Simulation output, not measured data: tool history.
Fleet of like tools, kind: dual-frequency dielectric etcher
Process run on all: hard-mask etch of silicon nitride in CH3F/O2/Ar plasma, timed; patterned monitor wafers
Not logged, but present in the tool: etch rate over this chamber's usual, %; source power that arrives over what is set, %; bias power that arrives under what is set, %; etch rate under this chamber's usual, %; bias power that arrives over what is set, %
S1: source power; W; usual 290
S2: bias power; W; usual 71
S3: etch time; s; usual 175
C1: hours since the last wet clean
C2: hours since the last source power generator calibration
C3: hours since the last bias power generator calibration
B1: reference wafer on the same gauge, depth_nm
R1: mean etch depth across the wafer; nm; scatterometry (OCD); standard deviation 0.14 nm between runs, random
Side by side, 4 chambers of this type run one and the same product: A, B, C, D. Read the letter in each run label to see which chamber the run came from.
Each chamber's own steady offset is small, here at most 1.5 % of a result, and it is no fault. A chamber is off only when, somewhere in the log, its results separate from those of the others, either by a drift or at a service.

| run | hour | S1 | S2 | S3 | C1 | C2 | C3 | B1 | R1 |
|---|---|---|---|---|---|---|---|---|---|
| 1B | 3.8 | 290 | 71 | 175 | 539.3 | 1775.9 | 762.9 | 94.946 | 107.62 |
| 2C | 7.2 | 290 | 71 | 175 | 570.5 | 958.3 | 871.6 | 94.956 | 106.91 |
| 3A | 11.4 | 290 | 71 | 175 | 143.7 | 2731.4 | 2967.9 | 94.944 | 108.57 |
| 4D | 15 | 290 | 71 | 175 | 431.4 | 4623 | 132.5 | 94.931 | 108.33 |
| 5A | 18.1 | 320 | 71 | 175 | 150.4 | 2738.1 | 2974.6 | 94.945 | 112.65 |
| 6D | 20.9 | 320 | 71 | 175 | 437.3 | 4628.9 | 138.4 | 94.938 | 112.57 |
| 7B | 25.5 | 320 | 71 | 175 | 561 | 1797.6 | 784.6 | 94.923 | 111.92 |
| 8C | 28.2 | 320 | 71 | 175 | 591.5 | 979.3 | 892.6 | 94.889 | 110.86 |
| 9C | 32.4 | 290 | 71 | 175 | 595.7 | 983.5 | 896.8 | 94.903 | 106.73 |
|  | 34.8 | chamber C: wet clean of the chamber |
| 10D | 35.4 | 290 | 84 | 159 | 451.8 | 4643.4 | 152.9 | 94.863 | 104.64 |
| 11B | 38.9 | 290 | 84 | 159 | 574.4 | 1811 | 798 | 94.847 | 103.51 |
| 12A | 43.4 | 290 | 84 | 159 | 175.7 | 2763.4 | 2999.9 | 94.858 | 104.63 |
| 13B | 46.1 | 290 | 84 | 159 | 581.6 | 1818.2 | 805.2 | 94.85 | 103.79 |
| 14C | 49.3 | 290 | 71 | 175 | 14.6 | 1000.4 | 913.7 | 94.842 | 106.44 |
| 15A | 52.9 | 290 | 71 | 175 | 185.2 | 2772.9 | 3009.4 | 94.819 | 108.3 |
| 16D | 56.1 | 290 | 71 | 175 | 472.5 | 4664.1 | 173.6 | 94.777 | 108.25 |
| 17C | 58.5 | 320 | 63 | 175 | 23.8 | 1009.6 | 922.9 | 94.796 | 106.37 |
| 18B | 60.9 | 320 | 63 | 175 | 596.4 | 1833 | 820 | 94.787 | 107.12 |
| 19D | 65.1 | 320 | 63 | 175 | 481.5 | 4673.1 | 182.6 | 94.793 | 107.77 |
| 20A | 67.3 | 320 | 63 | 175 | 199.6 | 2787.3 | 3023.8 | 94.757 | 107.84 |
| 21C | 70.9 | 290 | 71 | 175 | 36.2 | 1022 | 935.3 | 94.74 | 106.75 |
| 22D | 73.8 | 290 | 71 | 175 | 490.2 | 4681.8 | 191.3 | 94.727 | 108.25 |
| 23B | 77.9 | 290 | 71 | 175 | 613.4 | 1850 | 837 | 94.682 | 107.26 |
| 24A | 81.8 | 290 | 71 | 175 | 214.1 | 2801.8 | 3038.3 | 94.69 | 108.12 |
| 25C | 86.5 | 290 | 59 | 157.5 | 51.8 | 1037.6 | 950.9 | 94.68 | 89.968 |
|  | 88 | chamber B: wet clean of the chamber |
| 26B | 91.1 | 290 | 59 | 157.5 | 3.2 | 1863.2 | 850.2 | 94.673 | 91.106 |
| 27D | 95.3 | 290 | 59 | 157.5 | 511.7 | 4703.3 | 212.8 | 94.635 | 91.048 |
| 28A | 99.5 | 290 | 59 | 157.5 | 231.8 | 2819.5 | 3056 | 94.618 | 91.506 |
| 29A | 104.3 | 290 | 71 | 175 | 236.6 | 2824.3 | 3060.8 | 94.617 | 108.08 |
| 30D | 106.7 | 290 | 71 | 175 | 523.1 | 4714.7 | 224.2 | 94.609 | 107.95 |
| 31B | 109.7 | 240 | 71 | 175 | 21.8 | 1881.8 | 868.8 | 94.58 | 99.933 |
| 32C | 112.3 | 240 | 71 | 175 | 77.6 | 1063.4 | 976.7 | 94.601 | 99.087 |
| 33D | 117.1 | 240 | 71 | 175 | 533.5 | 4725.1 | 234.6 | 94.556 | 100.53 |
| 34C | 121.3 | 240 | 71 | 175 | 86.6 | 1072.4 | 985.7 | 94.529 | 98.951 |
| 35B | 125.8 | 290 | 63 | 194 | 37.9 | 1897.9 | 884.9 | 94.534 | 114.08 |
| 36A | 129.7 | 290 | 63 | 194 | 262 | 2849.7 | 3086.2 | 94.534 | 114.85 |

One chamber off, gauge drift, or nothing amiss beyond the chambers' own small offsets? If it is a chamber, which one, and what is the likeliest cause?

None of the chambers is off. What moves is the gauge, dragging all their readings along together.
Most likely cause: gauge reads low (%) = 0.52.

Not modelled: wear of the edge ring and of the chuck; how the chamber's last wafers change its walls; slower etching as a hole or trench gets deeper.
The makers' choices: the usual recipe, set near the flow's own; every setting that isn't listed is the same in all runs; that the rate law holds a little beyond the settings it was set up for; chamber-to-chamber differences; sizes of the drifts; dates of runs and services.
